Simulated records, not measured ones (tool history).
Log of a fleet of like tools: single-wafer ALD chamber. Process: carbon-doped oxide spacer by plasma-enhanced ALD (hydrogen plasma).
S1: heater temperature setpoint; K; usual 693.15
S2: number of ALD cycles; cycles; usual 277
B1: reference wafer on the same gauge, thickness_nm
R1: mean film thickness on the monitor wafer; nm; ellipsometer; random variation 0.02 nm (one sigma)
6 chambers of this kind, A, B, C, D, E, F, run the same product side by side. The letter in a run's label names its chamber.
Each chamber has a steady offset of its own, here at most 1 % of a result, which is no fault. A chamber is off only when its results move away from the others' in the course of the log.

run	hour	S1	S2	B1	R1
# hour 0.5: chamber B: thermocouple changed; heater temperature recalibrated
1C	5.6	693.15	277	10.397	12.987
2F	11.4	693.15	277	10.402	12.988
3B	18.6	693.15	277	10.397	13.07
4A	26.1	693.15	277	10.396	12.906
5E	36	693.15	277	10.395	13.023
6D	41.1	693.15	277	10.391	12.953
7D	46.2	693.15	277	10.388	12.964
8B	52.3	693.15	277	10.388	13.018
9F	58.6	693.15	277	10.381	13.014
10C	63.8	693.15	277	10.384	12.974
11A	71.5	693.15	277	10.383	12.946
12E	81	693.15	277	10.378	12.983
13F	88.8	693.15	277	10.382	12.981
14C	95.9	693.15	277	10.378	12.98
15D	101.5	707.15	277	10.379	12.43
16B	108.9	707.15	277	10.38	12.382
17E	115	707.15	277	10.371	12.419
18A	121.8	707.15	277	10.375	12.316
19D	131.2	707.15	277	10.37	12.384
20F	137	707.15	277	10.368	12.374
21B	142.4	693.15	277	10.368	12.97
22E	147.3	693.15	277	10.369	12.995
23C	156.7	693.15	277	10.367	12.931
24A	166.3	693.15	277	10.367	12.868
25A	176.1	693.15	277	10.362	12.888
26F	185.5	693.15	277	10.362	12.992
# hour 191.9: chamber E: thermocouple changed; heater temperature recalibrated
27D	195	693.15	277	10.355	12.929
28C	200	693.15	277	10.357	12.948
29E	205.3	693.15	277	10.351	12.947
30B	214.5	693.15	277	10.35	12.958
31F	221.9	683.15	325	10.35	15.671
32A	227.4	683.15	325	10.355	15.647
33E	234.6	683.15	325	10.35	15.696
34D	239.2	683.15	325	10.341	15.609
35B	246.1	683.15	325	10.344	15.692
36C	255.4	683.15	325	10.338	15.664
37A	264.7	684.15	327	10.342	15.637
38E	271	684.15	327	10.338	15.673
39C	278.7	684.15	327	10.34	15.639
40D	284.2	684.15	327	10.338	15.655
41B	289.7	684.15	327	10.336	15.71

All 6 chambers run these settings next. Forecast each chamber's results:
42A	297.1	693.15	322		?
42B	297.1	693.15	322		?
42C	297.1	693.15	322		?
42D	297.1	693.15	322		?
42E	297.1	693.15	322		?
42F	297.1	693.15	322		?

run	R1
42A	14.922
42B	14.995
42C	14.98
42D	15.007
42E	15.034
42F	15.019

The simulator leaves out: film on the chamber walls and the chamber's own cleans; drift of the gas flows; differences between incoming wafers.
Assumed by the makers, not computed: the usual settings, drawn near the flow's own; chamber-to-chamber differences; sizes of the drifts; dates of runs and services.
